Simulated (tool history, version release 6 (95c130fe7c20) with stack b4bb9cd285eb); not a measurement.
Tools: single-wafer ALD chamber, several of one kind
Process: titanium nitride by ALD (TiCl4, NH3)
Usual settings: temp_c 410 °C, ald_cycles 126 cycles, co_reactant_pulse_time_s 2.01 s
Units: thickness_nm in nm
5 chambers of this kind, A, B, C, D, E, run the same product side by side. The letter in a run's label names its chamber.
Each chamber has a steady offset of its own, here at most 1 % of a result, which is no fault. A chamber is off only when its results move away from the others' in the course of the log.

run   hour  temp_c  ald_cycles  co_reactant_pulse_time_s  hours since the last thermocouple change  read-back reference wafer on the same gauge, thickness_nm  thickness_nm
 1E   13.8     410         126                      2.01                                       430                                                     2.9526         2.805
 2A   23.2     410         126                      2.01                                     108.2                                                     2.9517        2.7855
 3D   38.2     410         126                      2.01                                     599.8                                                     2.9519        2.8024
 4B   48.8     410         126                      2.01                                     409.4                                                     2.9485        2.8095
 5C   62.4     410         126                      2.01                                     922.8                                                     2.9545        2.7567
 6E   72.6     410         126                      2.01                                     488.8                                                       2.95        2.8097
 7D   86.3     410         126                      2.01                                     647.9                                                     2.9505        2.7738
 8A   94.3     410         126                      2.01                                     179.3                                                     2.9498        2.7901
 9B    106     410         126                      2.01                                     466.6                                                     2.9498        2.8158
10C  120.7     410         126                      2.01                                     981.1                                                     2.9527        2.7963
11C  133.7     410         126                      2.01                                     994.1                                                     2.9515        2.7734
12A    147     410         126                      2.01                                       232                                                     2.9503        2.7827
13E  160.2     410         126                      2.01                                     576.4                                                     2.9497        2.8164
14D  170.8     410         126                      2.01                                     732.4                                                     2.9498        2.7846
15B  185.2     410         126                      2.01                                     545.8                                                     2.9519        2.8057
16C  199.4     410         126                      2.01                                    1059.8                                                     2.9472        2.7914
17D  207.1     410         126                      2.01                                     768.7                                                     2.9495        2.7661
18A    222     410         126                      2.01                                       307                                                      2.952        2.7859
19E  228.5     410         126                      2.01                                     644.7                                                     2.9507        2.8175
20B  241.8     410         126                      2.01                                     602.4                                                     2.9525        2.8145
21C    250     410         126                      2.01                                    1110.4                                                     2.9494        2.7665
22B  257.9     424         115                      2.01                                     618.5                                                     2.9505        2.5621
23A  264.7     424         115                      2.01                                     349.7                                                     2.9498        2.5606
24D  277.4     424         115                      2.01                                       839                                                      2.948        2.5285
25E  287.4     424         115                      2.01                                     703.6                                                     2.9473        2.5809
26D  294.9     424         115                      2.01                                     856.5                                                     2.9507        2.5589
27A  309.4     410         126                      2.01                                     394.4                                                     2.9494        2.7702
28C  316.2     410         126                      2.01                                    1176.6                                                     2.9498        2.8024
29B    327     410         126                      2.01                                     687.6                                                      2.951        2.7823
30E  337.1     410         126                      2.01                                     753.3                                                     2.9517        2.8142
31C  350.3     410         126                      2.01                                    1210.7                                                     2.9526        2.7618
32D  359.5     410         126                      2.01                                     921.1                                                     2.9513        2.7876
33E  371.8     410         126                      2.01                                       788                                                     2.9492        2.8099
34A  385.7     410         126                      2.01                                     470.7                                                     2.9539        2.7856

All 5 chambers run these settings next. Forecast each chamber's results:
35A  396.5     410         117                      2.01                                                                                                                  ?
35B  396.5     410         117                      2.01                                                                                                                  ?
35C  396.5     410         117                      2.01                                                                                                                  ?
35D  396.5     410         117                      2.01                                                                                                                  ?
35E  396.5     410         117                      2.01                                                                                                                  ?

run  thickness_nm
35A        2.5838
35B        2.6009
35C        2.5623
35D        2.5644
35E        2.6179
